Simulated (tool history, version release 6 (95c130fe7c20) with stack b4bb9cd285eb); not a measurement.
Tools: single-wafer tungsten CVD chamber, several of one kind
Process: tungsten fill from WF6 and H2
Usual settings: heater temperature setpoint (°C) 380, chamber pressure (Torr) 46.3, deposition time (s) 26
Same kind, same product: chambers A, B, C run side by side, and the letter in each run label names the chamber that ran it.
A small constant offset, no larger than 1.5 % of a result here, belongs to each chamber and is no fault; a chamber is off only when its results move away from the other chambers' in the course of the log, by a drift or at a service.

run,hour,heater temperature setpoint (°C),chamber pressure (Torr),deposition time (s),hours since the last thermocouple change,hours since the last manometer calibration,"read-back reference wafer on the same gauge, thickness_nm",mean film thickness on the monitor wafer (nm)
1B,4.3,380,46.3,26,750.1,661.4,63.537,62.08
2C,9.2,380,46.3,26,815.9,1087.3,63.469,63.176
3A,15.7,380,46.3,26,2268.6,575.6,63.432,61.799
4C,22,380,46.3,26,828.7,1100.1,63.461,62.693
5B,25.4,380,46.3,26,771.2,682.5,63.45,63.301
6A,31.1,380,46.3,26,2284,591,63.473,61.641
7C,36,380,37.6,26,842.7,1114.1,63.552,57.773
8A,40,380,37.6,26,2292.9,599.9,63.407,56.129
9B,42.9,380,37.6,26,788.7,700,63.467,57.582
10B,47.4,380,46.3,26,793.2,704.5,63.5,63.387
11A,53,380,46.3,26,2305.9,612.9,63.482,62.149
12C,58.5,380,46.3,26,865.2,1136.6,63.438,62.494
13B,63.5,380,46.3,21.7,809.3,720.6,63.484,52.784
14C,69.8,380,46.3,21.7,876.5,1147.9,63.566,52.303
15A,75.6,380,46.3,21.7,2328.5,635.5,63.553,50.959
16A,79.8,380,46.3,26,2332.7,639.7,63.542,62.866
17C,85,380,46.3,26,891.7,1163.1,63.492,63.249
18B,88.6,374,38.9,26,834.4,745.7,63.396,51.368
# hour 88.8: chamber A: thermocouple changed; heater temperature recalibrated
19B,94,374,38.9,26,839.8,751.1,63.556,51.349
20C,97.2,374,38.9,26,903.9,1175.3,63.487,51.423
21A,101.7,380,46.3,26,13,661.6,63.481,58.852
22C,105.1,380,46.3,26,911.8,1183.2,63.349,62.806
23B,109.8,380,46.3,26,855.6,766.9,63.423,63.884
24A,115.2,380,46.3,26,26.5,675.1,63.513,58.328
25C,119,380,46.3,26,925.7,1197.1,63.563,62.83
26A,124.6,380,46.3,26,35.9,684.5,63.5,58.157
27B,128.8,380,46.3,26,874.6,785.9,63.49,62.798
28B,132.6,380,46.3,26,878.4,789.7,63.489,62.611
29A,136.8,380,46.3,26,48.1,696.7,63.541,59.03
30C,140.3,380,46.3,26,947,1218.4,63.57,63.015
31A,144.2,380,46.3,26,55.5,704.1,63.465,57.751
32B,150.7,380,46.3,26,896.5,807.8,63.518,63.142
33C,154.1,380,46.3,26,960.8,1232.2,63.469,63.272
34A,160,380,46.3,26,71.3,719.9,63.506,57.979

Does one chamber stand apart from the rest, does the shared gauge drift, or is all well apart from small per-chamber offsets? Give the chamber and the most likely cause, where there is one.

Chamber A has stood off from the others ever since a service on it.
Likeliest cause: wafer temperature below the value expected at the setpoint (K) = 2.86.

Below are 4 candidate recipes for chamber A's next run, each the usual settings with a change, their results shown as question marks. Which of them brings A's results back in line with what the other chambers give on the usual settings?
In line means no further than this from the other chambers' mean on the usual settings: mean film thickness on the monitor wafer (nm) 1.3
35A-1,164.7,376,45.1,25.1,,,,?
35A-2,164.7,380,46.3,24,,,,?
35A-3,164.7,380,46.3,29.5,,,,?
35A-4,164.7,384,46.3,26,,,,?

Average result of the remaining chambers running the usual settings: mean film thickness on the monitor wafer (nm) 63.047
run,mean film thickness on the monitor wafer (nm)
35A-1,51.138
35A-2,53.795
35A-3,66.18
35A-4,63.294
It is 35A-4 that realigns the chamber with its peers.

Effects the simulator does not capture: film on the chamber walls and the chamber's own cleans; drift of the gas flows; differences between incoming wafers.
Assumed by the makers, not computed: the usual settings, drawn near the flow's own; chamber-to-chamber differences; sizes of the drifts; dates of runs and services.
